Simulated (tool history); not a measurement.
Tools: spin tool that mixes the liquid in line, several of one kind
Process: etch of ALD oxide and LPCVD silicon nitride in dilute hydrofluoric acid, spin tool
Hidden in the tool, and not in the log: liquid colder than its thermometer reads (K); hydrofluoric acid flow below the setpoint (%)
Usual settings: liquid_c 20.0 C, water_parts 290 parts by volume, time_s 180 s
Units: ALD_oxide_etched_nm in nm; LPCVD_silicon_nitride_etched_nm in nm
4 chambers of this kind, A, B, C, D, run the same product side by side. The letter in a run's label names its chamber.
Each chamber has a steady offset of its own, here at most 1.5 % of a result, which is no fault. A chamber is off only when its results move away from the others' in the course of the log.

run   hour  liquid_c  water_parts  time_s  hours since the thermometer was replaced  hours since the hydrofluoric acid flow meter was replaced  read-back film thickness of the ALD oxide reference wafer, read on the same gauge (nm)  read-back film thickness of the LPCVD silicon nitride reference wafer, read on the same gauge (nm)  ALD_oxide_etched_nm  LPCVD_silicon_nitride_etched_nm
 1D    6.3      20.0          290     180                                     171.9                                                      596.9                                                                                  40.008                                                                                              60.012               9.2937                          0.23624
 2C   12.5      20.0          290     180                                     292.4                                                     1159.4                                                                                  39.992                                                                                              59.996               9.3887                          0.22724
 3B   21.3      20.0          290     180                                    2039.3                                                     1485.1                                                                                  40.035                                                                                              60.003               9.2750                          0.23602
 4A   32.4      20.0          290     180                                      61.5                                                     1113.7                                                                                  39.972                                                                                              59.993               9.4651                          0.22796
 5C   44.8      20.0          290     180                                     324.7                                                     1191.7                                                                                  40.010                                                                                              60.004               9.3076                          0.21491
 6D   51.3      20.0          290     180                                     216.9                                                      641.9                                                                                  39.990                                                                                              60.006               9.4913                          0.20250
 7B   57.3      20.0          290     180                                    2075.3                                                     1521.1                                                                                  39.983                                                                                              59.997               9.5256                          0.21792
 8A   66.6      22.5          290     105                                      95.7                                                     1147.9                                                                                  39.996                                                                                              60.001               6.0171                          0.13422
 9B   74.6      22.5          290     105                                    2092.6                                                     1538.4                                                                                  40.006                                                                                              59.989               5.9267                          0.16764
10A   80.9      22.5          290     105                                     110.0                                                     1162.2                                                                                  40.013                                                                                              59.992               6.0320                          0.13193
11D   88.1      22.5          290     105                                     253.7                                                      678.7                                                                                  39.986                                                                                              59.999               5.9372                          0.16518
12C  101.0      20.0          290     180                                     380.9                                                     1247.9                                                                                  39.988                                                                                              59.983               9.4478                          0.20518
13C  110.5      20.0          290     180                                     390.4                                                     1257.4                                                                                  39.999                                                                                              59.989               9.5068                          0.24438
14A  123.8      17.5          290     250                                     152.9                                                     1205.1                                                                                  39.994                                                                                              60.008              11.9130                          0.23201
15B  131.9      17.5          290     250                                    2149.9                                                     1595.7                                                                                  39.989                                                                                              60.005              11.9060                          0.24375
16D  139.8      17.5          290     250                                     305.4                                                      730.4                                                                                  39.992                                                                                              60.005              12.0650                          0.27981
17A  152.3      17.5          290     250                                     181.4                                                     1233.6                                                                                  39.978                                                                                              59.986              12.1150                          0.20025
18C  159.5      20.0          290     180                                     439.4                                                     1306.4                                                                                  39.989                                                                                              59.981               9.1628                          0.24236
19B  172.5      20.0          290     180                                    2190.5                                                     1636.3                                                                                  40.031                                                                                              60.026               9.2680                          0.26583
20D  181.1      20.0          290     180                                     346.7                                                      771.7                                                                                  39.958                                                                                              60.000               9.3550                          0.20622
21A  194.0      20.0          290     180                                     223.1                                                     1275.3                                                                                  39.993                                                                                              60.019               9.2867                          0.19995
22B  207.3      20.0          220      90                                    2225.3                                                     1671.1                                                                                  40.005                                                                                              60.026               6.5637                          0.13327
23C  219.1      20.0          220      90                                     499.0                                                     1366.0                                                                                  40.018                                                                                              60.015               6.2576                          0.17742
24D  225.7      20.0          220      90                                     391.3                                                      816.3                                                                                  39.990                                                                                              60.003               6.5481                          0.15508
25B  233.4      20.0          220      90                                    2251.4                                                     1697.2                                                                                  40.001                                                                                              59.992               6.5596                          0.13230
26A  246.9      17.0          345     180                                     276.0                                                     1328.2                                                                                  40.040                                                                                              59.997               6.6377                          0.15806
27C  255.4      17.0          345     180                                     535.3                                                     1402.3                                                                                  40.003                                                                                              60.025               6.2018                          0.14673
28D  267.6      17.0          345     180                                     433.2                                                      858.2                                                                                  39.995                                                                                              60.040               6.7147                          0.14158
29A  277.6      17.0          345     180                                     306.7                                                     1358.9                                                                                  40.022                                                                                              59.991               6.7183                          0.16370
30D  283.6      20.0          290     180                                     449.2                                                      874.2                                                                                  39.988                                                                                              59.998               9.2549                          0.22700
31B  292.4      20.0          290     180                                    2310.4                                                     1756.2                                                                                  40.019                                                                                              60.007               9.3206                          0.25177
32C  304.0      20.0          290     180                                     583.9                                                     1450.9                                                                                  39.989                                                                                              59.994               8.4608                          0.15964
33B  314.5      20.0          290     180                                    2332.5                                                     1778.3                                                                                  39.988                                                                                              59.979               9.4423                          0.20646
34D  328.1      20.0          290     180                                     493.7                                                      918.7                                                                                  39.978                                                                                              60.022               9.3447                          0.23519
35C  338.1      20.0          290     180                                     618.0                                                     1485.0                                                                                  39.984                                                                                              60.018               8.0994                          0.19704

Is one chamber off against the others, does the gauge drift, or is nothing wrong? If a chamber is off, say which, and what the likeliest cause is.

Chamber C drifts away from the others.
Cause: hydrofluoric acid flow below the setpoint (%) = 10.6.

Here are 4 candidates for chamber C's next run, each the usual settings with a change, their results left as question marks. Which one brings its results back in line with what the others give on the usual settings?
In line means no further than this from the other chambers' mean on the usual settings: ALD_oxide_etched_nm 0.3200 nm; LPCVD_silicon_nitride_etched_nm 0.08500 nm
36C-1  348.1      20.0          285     185                                                                                                                                                                                                                                                                                                                     ?                                ?
36C-2  348.1      20.0          270     190                                                                                                                                                                                                                                                                                                                     ?                                ?
36C-3  348.1      20.0          295     175                                                                                                                                                                                                                                                                                                                     ?                                ?
36C-4  348.1      20.0          310     170                                                                                                                                                                                                                                                                                                                     ?                                ?

The other chambers' mean on the usual settings: ALD_oxide_etched_nm 9.3809 nm; LPCVD_silicon_nitride_etched_nm 0.21984 nm
  run  ALD_oxide_etched_nm  LPCVD_silicon_nitride_etched_nm
36C-1               8.5442                          0.19708
36C-2               9.3907                          0.21308
36C-3               7.7374                          0.18042
36C-4               7.0564                          0.16719
36C-2 brings the chamber back in line.
